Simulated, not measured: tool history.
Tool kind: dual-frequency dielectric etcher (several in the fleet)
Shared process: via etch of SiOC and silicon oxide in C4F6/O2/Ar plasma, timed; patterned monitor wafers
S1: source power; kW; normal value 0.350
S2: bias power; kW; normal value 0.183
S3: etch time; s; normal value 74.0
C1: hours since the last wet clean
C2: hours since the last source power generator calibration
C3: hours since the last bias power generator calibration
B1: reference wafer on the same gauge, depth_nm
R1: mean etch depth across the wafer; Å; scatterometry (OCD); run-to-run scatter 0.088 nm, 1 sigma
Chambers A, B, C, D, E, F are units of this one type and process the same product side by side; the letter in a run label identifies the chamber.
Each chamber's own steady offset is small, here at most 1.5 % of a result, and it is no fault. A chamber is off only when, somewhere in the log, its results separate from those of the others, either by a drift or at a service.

run	day	S1	S2	S3	C1	C2	C3	B1	R1
1D	0.179	0.350	0.183	74.0	285.8	996.2	1558.1	92.399	799.52
2B	0.292	0.350	0.183	74.0	518.2	1028.7	418.3	92.414	794.16
3A	0.375	0.350	0.183	74.0	495.3	497.9	114.5	92.427	805.17
4E	0.550	0.350	0.183	74.0	232.3	3157.4	2232.0	92.423	803.64
5F	0.646	0.280	0.216	74.0	282.1	1367.0	844.6	92.456	772.85
6C	0.762	0.280	0.216	74.0	176.4	1852.4	1870.5	92.440	766.44
# day 0.804: chamber A: wet clean of the chamber
7D	0.883	0.280	0.216	74.0	302.7	1013.1	1575.0	92.455	775.27
8C	0.983	0.280	0.216	74.0	181.7	1857.7	1875.8	92.472	766.16
9E	1.096	0.280	0.216	74.0	245.4	3170.5	2245.1	92.494	777.83
10A	1.204	0.280	0.216	74.0	9.7	517.8	134.4	92.510	781.38
11B	1.338	0.350	0.183	74.0	543.3	1053.8	443.4	92.510	794.94
# day 1.433: chamber B: wet clean of the chamber
12F	1.454	0.350	0.183	74.0	301.5	1386.4	864.0	92.521	798.01
13D	1.612	0.350	0.183	74.0	320.2	1030.6	1592.5	92.523	799.99
14C	1.712	0.350	0.183	74.0	199.2	1875.2	1893.3	92.523	788.53
15E	1.862	0.350	0.183	74.0	263.8	3188.9	2263.5	92.572	805.13
16A	1.954	0.350	0.183	74.0	27.7	535.8	152.4	92.567	804.17
17F	2.096	0.350	0.183	74.0	316.9	1401.8	879.4	92.561	798.33
18B	2.192	0.280	0.157	74.0	18.3	1074.3	463.9	92.568	693.64
19C	2.350	0.280	0.157	74.0	214.5	1890.5	1908.6	92.578	687.83
20F	2.500	0.280	0.157	74.0	326.6	1411.5	889.1	92.580	695.29
21A	2.642	0.280	0.157	74.0	44.2	552.3	168.9	92.606	703.91
22B	2.738	0.280	0.157	74.0	31.4	1087.4	477.0	92.600	693.81
23E	2.842	0.280	0.157	74.0	287.3	3212.4	2287.0	92.637	700.87
24D	2.929	0.350	0.183	74.0	351.8	1062.2	1624.1	92.606	798.41
25D	3.100	0.350	0.183	61.5	355.9	1066.3	1628.2	92.647	663.77
26B	3.217	0.350	0.183	61.5	42.9	1098.9	488.5	92.656	659.91
27F	3.317	0.350	0.183	61.5	346.2	1431.1	908.7	92.652	664.00
28E	3.417	0.350	0.183	61.5	301.1	3226.2	2300.8	92.652	670.11
29A	3.550	0.350	0.183	61.5	66.0	574.1	190.7	92.709	670.01
30C	3.712	0.350	0.183	61.5	247.2	1923.2	1941.3	92.671	656.10
31A	3.871	0.350	0.183	74.0	73.7	581.8	198.4	92.683	807.62
32E	3.975	0.350	0.183	74.0	314.5	3239.6	2314.2	92.701	807.37
33B	4.129	0.350	0.183	74.0	64.8	1120.8	510.4	92.675	797.12
34D	4.275	0.350	0.183	74.0	384.1	1094.5	1656.4	92.754	800.19
35C	4.388	0.350	0.183	74.0	263.4	1939.4	1957.5	92.751	789.73
36F	4.496	0.350	0.183	74.0	374.5	1459.4	937.0	92.757	799.55
37E	4.592	0.350	0.183	74.0	329.3	3254.4	2329.0	92.728	807.93
38A	4.750	0.300	0.183	56.0	94.8	602.9	219.5	92.778	576.06
39F	4.900	0.300	0.183	56.0	384.2	1469.1	946.7	92.795	570.25
40B	5.008	0.300	0.183	56.0	85.9	1141.9	531.5	92.780	567.24
41D	5.088	0.300	0.183	56.0	403.6	1114.0	1675.9	92.767	571.64
42C	5.192	0.300	0.183	56.0	282.7	1958.7	1976.8	92.785	564.14
43B	5.342	0.300	0.183	56.0	93.9	1149.9	539.5	92.821	567.87

The same settings go to every chamber for the next run, one line per chamber below. Forecast the results for each:
44A	5.471	0.310	0.183	74.0					?
44B	5.471	0.310	0.183	74.0					?
44C	5.471	0.310	0.183	74.0					?
44D	5.471	0.310	0.183	74.0					?
44E	5.471	0.310	0.183	74.0					?
44F	5.471	0.310	0.183	74.0					?

run	R1
44A	770.04
44B	759.57
44C	754.48
44D	765.40
44E	769.19
44F	762.42
